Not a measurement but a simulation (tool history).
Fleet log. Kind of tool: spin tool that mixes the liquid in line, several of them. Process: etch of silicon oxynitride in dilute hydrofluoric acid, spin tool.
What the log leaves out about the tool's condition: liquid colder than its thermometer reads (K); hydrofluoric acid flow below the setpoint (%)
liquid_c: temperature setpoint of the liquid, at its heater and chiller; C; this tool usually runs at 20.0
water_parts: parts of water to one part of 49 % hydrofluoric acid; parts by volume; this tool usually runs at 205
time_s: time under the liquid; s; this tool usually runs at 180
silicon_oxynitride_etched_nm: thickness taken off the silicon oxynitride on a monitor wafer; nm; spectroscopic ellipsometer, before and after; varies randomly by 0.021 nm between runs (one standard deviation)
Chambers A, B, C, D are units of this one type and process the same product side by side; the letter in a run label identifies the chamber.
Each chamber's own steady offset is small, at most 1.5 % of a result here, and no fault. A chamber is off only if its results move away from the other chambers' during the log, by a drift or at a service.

run,hour,liquid_c,water_parts,time_s,hours since the thermometer was replaced,hours since the hydrofluoric acid flow meter was replaced,"read-back film thickness of the silicon oxynitride reference wafer, read on the same gauge (nm)",silicon_oxynitride_etched_nm
1C,6.7,20.0,205,180,1235.2,1688.4,130.01,2.0500
2D,15.1,20.0,205,180,1709.1,894.5,129.99,2.0928
3B,23.8,20.0,205,180,232.5,598.9,130.01,2.0187
4A,32.9,20.0,205,180,1506.6,1316.8,129.99,2.0344
5B,45.6,20.0,205,180,254.3,620.7,130.01,2.0618
6C,53.1,18.5,205,180,1281.6,1734.8,130.02,1.8657
7A,59.9,18.5,205,180,1533.6,1343.8,130.01,1.8618
8D,72.4,18.5,205,180,1766.4,951.8,130.01,1.8838
9B,79.2,18.5,205,180,287.9,654.3,129.99,1.8798
10D,91.6,20.0,205,90,1785.6,971.0,130.00,1.0199
11C,98.0,20.0,205,90,1326.5,1779.7,130.02,1.0238
12A,109.7,20.0,205,90,1583.4,1393.6,130.01,1.0168
13A,121.0,20.0,205,90,1594.7,1404.9,130.01,1.0283
14C,130.7,20.0,205,180,1359.2,1812.4,129.99,2.0333
15B,138.5,20.0,205,180,347.2,713.6,129.99,2.0205
16D,151.8,20.0,205,180,1845.8,1031.2,130.01,2.0522
# hour 154.5: chamber D: hydrofluoric acid flow meter replaced
17D,161.0,23.5,155,180,1855.0,6.6,129.98,3.2717
18A,173.7,23.5,155,180,1647.4,1457.6,129.99,3.3566
19B,182.5,23.5,155,180,391.2,757.6,129.99,3.2071
20C,190.8,23.5,155,180,1419.3,1872.5,130.02,3.3648
21B,200.4,20.0,205,180,409.1,775.5,130.02,1.9471
22A,214.3,20.0,205,180,1688.0,1498.2,129.99,2.0454
23D,221.4,20.0,205,180,1915.4,67.0,130.00,2.0765
24C,229.7,20.0,205,180,1458.2,1911.4,129.99,2.0039
25C,238.6,20.0,205,180,1467.1,1920.3,130.00,2.0867
26D,245.4,20.0,205,180,1939.4,91.0,130.00,2.0328
27B,259.5,17.0,205,220,468.2,834.6,130.02,2.0838
28A,266.6,17.0,205,220,1740.3,1550.5,130.00,2.1367
29A,278.5,17.0,205,220,1752.2,1562.4,129.99,2.2000
30C,290.2,17.0,205,220,1518.7,1971.9,130.00,2.1733
31B,297.7,20.0,205,180,506.4,872.8,130.00,1.9301
32D,307.2,20.0,205,180,2001.2,152.8,129.99,2.0709
33B,313.7,20.0,205,180,522.4,888.8,129.97,1.9092
34A,327.3,20.0,205,180,1801.0,1611.2,130.01,2.0524
35D,335.6,20.0,205,180,2029.6,181.2,130.01,2.0361
36C,343.3,20.0,205,180,1571.8,2025.0,130.01,2.0841
37C,353.9,20.0,205,180,1582.4,2035.6,130.00,2.0706
38A,367.3,20.0,205,180,1841.0,1651.2,130.00,2.0514
39B,374.5,20.0,205,180,583.2,949.6,130.01,1.8532
40D,383.9,23.0,205,100,2077.9,229.5,130.01,1.3021
41A,392.3,23.0,205,100,1866.0,1676.2,129.99,1.2834
# hour 394.1: chamber C: hydrofluoric acid flow meter replaced
42D,404.8,23.0,205,100,2098.8,250.4,130.02,1.2945
43C,418.8,23.0,205,100,1647.3,24.7,130.00,1.3279

Predict what each chamber gives when all 4 of them run the settings below next.
44A,429.2,20.0,205,180,,,,?
44B,429.2,20.0,205,180,,,,?
44C,429.2,20.0,205,180,,,,?
44D,429.2,20.0,205,180,,,,?

run,silicon_oxynitride_etched_nm
44A,2.0496
44B,1.8242
44C,2.0243
44D,2.0394
